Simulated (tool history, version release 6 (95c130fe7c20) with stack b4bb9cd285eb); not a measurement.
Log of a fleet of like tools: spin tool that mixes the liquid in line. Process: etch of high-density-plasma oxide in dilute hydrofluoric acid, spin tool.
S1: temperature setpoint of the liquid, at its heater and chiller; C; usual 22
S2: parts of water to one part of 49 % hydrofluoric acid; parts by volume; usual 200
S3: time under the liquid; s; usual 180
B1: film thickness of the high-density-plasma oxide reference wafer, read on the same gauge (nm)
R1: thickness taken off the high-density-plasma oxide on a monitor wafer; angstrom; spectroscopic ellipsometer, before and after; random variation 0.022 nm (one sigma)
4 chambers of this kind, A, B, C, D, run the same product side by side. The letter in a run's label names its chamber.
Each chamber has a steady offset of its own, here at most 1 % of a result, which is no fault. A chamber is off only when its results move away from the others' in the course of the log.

run 1C hour=9.6 | S1=22 S2=200 S3=180 | B1=69.94 | R1=40.08
run 2D hour=17 | S1=22 S2=200 S3=180 | B1=70.014 | R1=40.349
run 3B hour=27.3 | S1=22 S2=200 S3=180 | B1=70.003 | R1=40.335
run 4A hour=37.1 | S1=22 S2=200 S3=180 | B1=70.002 | R1=40.134
run 5B hour=45.9 | S1=22 S2=260 S3=180 | B1=70.027 | R1=28.624
run 6A hour=53.8 | S1=22 S2=260 S3=180 | B1=69.988 | R1=29.256
run 7D hour=63.5 | S1=22 S2=260 S3=180 | B1=69.987 | R1=29.635
run 8C hour=74.1 | S1=22 S2=260 S3=180 | B1=69.992 | R1=29.338
run 9C hour=85.1 | S1=22 S2=200 S3=180 | B1=69.983 | R1=40.232
run 10A hour=93.4 | S1=22 S2=200 S3=180 | B1=69.999 | R1=39.573
run 11D hour=104.5 | S1=22 S2=200 S3=180 | B1=69.979 | R1=40.773
run 12B hour=115.7 | S1=22 S2=200 S3=180 | B1=70.014 | R1=39.787
run 13D hour=126.1 | S1=22 S2=200 S3=180 | B1=70.005 | R1=40.433
run 14C hour=135.5 | S1=22 S2=200 S3=180 | B1=70.018 | R1=40.299
run 15B hour=141.3 | S1=17 S2=140 S3=180 | B1=69.948 | R1=50.196
run 16A hour=152.1 | S1=17 S2=140 S3=180 | B1=69.984 | R1=48.65
run 17B hour=161 | S1=17 S2=140 S3=180 | B1=69.993 | R1=49.958
run 18C hour=166.7 | S1=17 S2=140 S3=180 | B1=70.012 | R1=50.119
run 19A hour=173.3 | S1=22 S2=200 S3=180 | B1=70.007 | R1=38.984
run 20D hour=184 | S1=22 S2=200 S3=180 | B1=70.024 | R1=40.326
run 21D hour=192.4 | S1=24 S2=200 S3=180 | B1=69.969 | R1=43.78
run 22C hour=198 | S1=24 S2=200 S3=180 | B1=70.002 | R1=43.333
run 23B hour=208.2 | S1=24 S2=200 S3=180 | B1=69.977 | R1=43.454
run 24A hour=216.4 | S1=24 S2=200 S3=180 | B1=69.996 | R1=41.767
run 25C hour=222.5 | S1=22 S2=200 S3=215 | B1=69.955 | R1=47.712
run 26D hour=228.8 | S1=22 S2=200 S3=215 | B1=69.961 | R1=48.308
run 27A hour=237.7 | S1=22 S2=200 S3=215 | B1=69.974 | R1=46.072
run 28B hour=245.2 | S1=22 S2=200 S3=215 | B1=70.04 | R1=47.196
run 29B hour=253.9 | S1=22 S2=200 S3=180 | B1=69.992 | R1=40.075
run 30A hour=263.9 | S1=22 S2=200 S3=180 | B1=69.997 | R1=38.483
run 31C hour=273.6 | S1=22 S2=200 S3=180 | B1=69.998 | R1=40.234
run 32D hour=281.8 | S1=22 S2=200 S3=230 | B1=69.982 | R1=51.455
run 33D hour=293 | S1=22 S2=200 S3=230 | B1=69.984 | R1=51.615

All 4 chambers run these settings next. Forecast each chamber's results:
run 34A hour=301.2 | S1=22 S2=125 S3=180 | R1=?
run 34B hour=301.2 | S1=22 S2=125 S3=180 | R1=?
run 34C hour=301.2 | S1=22 S2=125 S3=180 | R1=?
run 34D hour=301.2 | S1=22 S2=125 S3=180 | R1=?

run=34A R1=65.115
run=34B R1=69.837
run=34C R1=69.249
run=34D R1=70.169

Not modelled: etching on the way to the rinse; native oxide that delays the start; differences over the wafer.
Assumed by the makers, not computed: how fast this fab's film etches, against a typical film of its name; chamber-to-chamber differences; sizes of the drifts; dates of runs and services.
